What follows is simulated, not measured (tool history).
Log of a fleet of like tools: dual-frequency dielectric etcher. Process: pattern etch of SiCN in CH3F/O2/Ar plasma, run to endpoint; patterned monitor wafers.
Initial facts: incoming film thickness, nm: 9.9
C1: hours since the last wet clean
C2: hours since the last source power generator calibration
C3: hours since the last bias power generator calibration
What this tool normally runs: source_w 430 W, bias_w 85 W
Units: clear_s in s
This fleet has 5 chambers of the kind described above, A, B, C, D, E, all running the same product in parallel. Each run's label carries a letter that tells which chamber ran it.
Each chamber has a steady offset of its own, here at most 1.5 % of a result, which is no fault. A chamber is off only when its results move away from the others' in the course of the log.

Run 1B, day 0.492: usual settings; C1 278.2; C2 447.7; C3 771.5. Result: clear_s 24.409 s.
Run 2D, day 0.762: usual settings; C1 273.2; C2 1484.4; C3 2079.9. Result: clear_s 23.897 s.
Run 3A, day 1.188: usual settings; C1 270.5; C2 1419.3; C3 910.4. Result: clear_s 24.125 s.
Run 4C, day 1.625: usual settings; C1 551.2; C2 3877.7; C3 1814.6. Result: clear_s 24.131 s.
Run 5E, day 2.046: usual settings; C1 228.7; C2 3459.2; C3 2848.1. Result: clear_s 24.146 s.
Run 6B, day 2.300: usual settings; C1 321.6; C2 491.1; C3 814.9. Result: clear_s 24.332 s.
Run 7A, day 2.521: usual settings; C1 302.5; C2 1451.3; C3 942.4. Result: clear_s 23.971 s.
Run 8C, day 2.933: usual settings; C1 582.6; C2 3909.1; C3 1846.0. Result: clear_s 24.283 s.
Run 9E, day 3.162: usual settings; C1 255.5; C2 3486.0; C3 2874.9. Result: clear_s 24.237 s.
Run 10D, day 3.483: usual settings; C1 338.5; C2 1549.7; C3 2145.2. Result: clear_s 23.995 s.
Run 11B, day 3.792: usual settings; C1 357.4; C2 526.9; C3 850.7. Result: clear_s 24.397 s.
Run 12C, day 4.075: usual settings; C1 610.0; C2 3936.5; C3 1873.4. Result: clear_s 24.256 s.
Run 13D, day 4.342: usual settings; C1 359.1; C2 1570.3; C3 2165.8. Result: clear_s 24.005 s.
At day 4.396: chamber C: wet clean of the chamber.
Run 14E, day 4.725: usual settings; C1 293.0; C2 3523.5; C3 2912.4. Result: clear_s 24.156 s.
At day 4.946: chamber D: wet clean of the chamber.
Run 15A, day 5.196: usual settings; C1 366.7; C2 1515.5; C3 1006.6. Result: clear_s 23.894 s.
Run 16E, day 5.638: usual settings; C1 314.9; C2 3545.4; C3 2934.3. Result: clear_s 24.200 s.
Run 17B, day 5.946: usual settings; C1 409.1; C2 578.6; C3 902.4. Result: clear_s 24.387 s.
Run 18C, day 6.262: usual settings; C1 44.9; C2 3989.0; C3 1925.9. Result: clear_s 24.109 s.
Run 19D, day 6.729: usual settings; C1 42.9; C2 1627.6; C3 2223.1. Result: clear_s 24.089 s.
Run 20A, day 7.171: usual settings; C1 414.1; C2 1562.9; C3 1054.0. Result: clear_s 23.622 s.
Run 21C, day 7.462: usual settings; C1 73.7; C2 4017.8; C3 1954.7. Result: clear_s 24.022 s.
At day 7.725: chamber E: bias power generator calibrated.
Run 22E, day 7.921: usual settings; C1 369.7; C2 3600.2; C3 4.7. Result: clear_s 24.237 s.
Run 23D, day 8.200: usual settings; C1 78.2; C2 1662.9; C3 2258.4. Result: clear_s 23.819 s.
Run 24B, day 8.446: usual settings; C1 469.1; C2 638.6; C3 962.4. Result: clear_s 24.582 s.
Run 25A, day 8.779: usual settings; C1 452.7; C2 1601.5; C3 1092.6. Result: clear_s 23.705 s.
Run 26E, day 9.067: usual settings but source_w 530 W; C1 397.2; C2 3627.7; C3 32.2. Result: clear_s 22.529 s.
Run 27B, day 9.429: usual settings but source_w 530 W; C1 492.7; C2 662.2; C3 986.0. Result: clear_s 22.490 s.
Run 28A, day 9.683: usual settings but source_w 530 W; C1 474.4; C2 1623.2; C3 1114.3. Result: clear_s 21.573 s.
Run 29C, day 10.012: usual settings but source_w 530 W; C1 134.9; C2 4079.0; C3 2015.9. Result: clear_s 22.525 s.
Run 30D, day 10.333: usual settings but source_w 530 W; C1 129.4; C2 1714.1; C3 2309.6. Result: clear_s 22.201 s.
Run 31C, day 10.696: usual settings; C1 151.3; C2 4095.4; C3 2032.3. Result: clear_s 24.238 s.
Run 32B, day 11.021: usual settings; C1 530.9; C2 700.4; C3 1024.2. Result: clear_s 24.166 s.
Run 33D, day 11.462: usual settings; C1 156.5; C2 1741.2; C3 2336.7. Result: clear_s 23.780 s.
Run 34E, day 11.858: usual settings; C1 464.2; C2 3694.7; C3 99.2. Result: clear_s 24.280 s.
Run 35A, day 12.204: usual settings; C1 534.9; C2 1683.7; C3 1174.8. Result: clear_s 23.208 s.
Run 36E, day 12.646: usual settings; C1 483.1; C2 3713.6; C3 118.1. Result: clear_s 24.185 s.

Which is it: a chamber that has drifted or been left off by a service, a gauge drift common to all chambers, or only each chamber's usual small offset? If a chamber is off, name it and its likeliest cause.

Chamber A drifts away from the others.
Most likely cause: etch rate over this chamber's usual, % = 3.61.

Here are 4 candidates for chamber A's next run, each the usual settings with a change, their results left as question marks. Which one brings its results back in line with what the others give on the usual settings?
Maximum distance from the other chambers' mean on the usual settings for a result to count as in line: clear_s 0.360 s
Run 37A-1, day 12.996: usual settings but source_w 360 W. Result: clear_s ?.
Run 37A-2, day 12.996: usual settings but source_w 400 W, bias_w 81 W. Result: clear_s ?.
Run 37A-3, day 12.996: usual settings but source_w 510 W. Result: clear_s ?.
Run 37A-4, day 12.996: usual settings but source_w 480 W. Result: clear_s ?.

The other chambers' mean on the usual settings: clear_s 24.194 s
  run  clear_s
37A-1   24.823
37A-2   24.270
37A-3   21.759
37A-4   22.265
It is 37A-2 that realigns the chamber with its peers.

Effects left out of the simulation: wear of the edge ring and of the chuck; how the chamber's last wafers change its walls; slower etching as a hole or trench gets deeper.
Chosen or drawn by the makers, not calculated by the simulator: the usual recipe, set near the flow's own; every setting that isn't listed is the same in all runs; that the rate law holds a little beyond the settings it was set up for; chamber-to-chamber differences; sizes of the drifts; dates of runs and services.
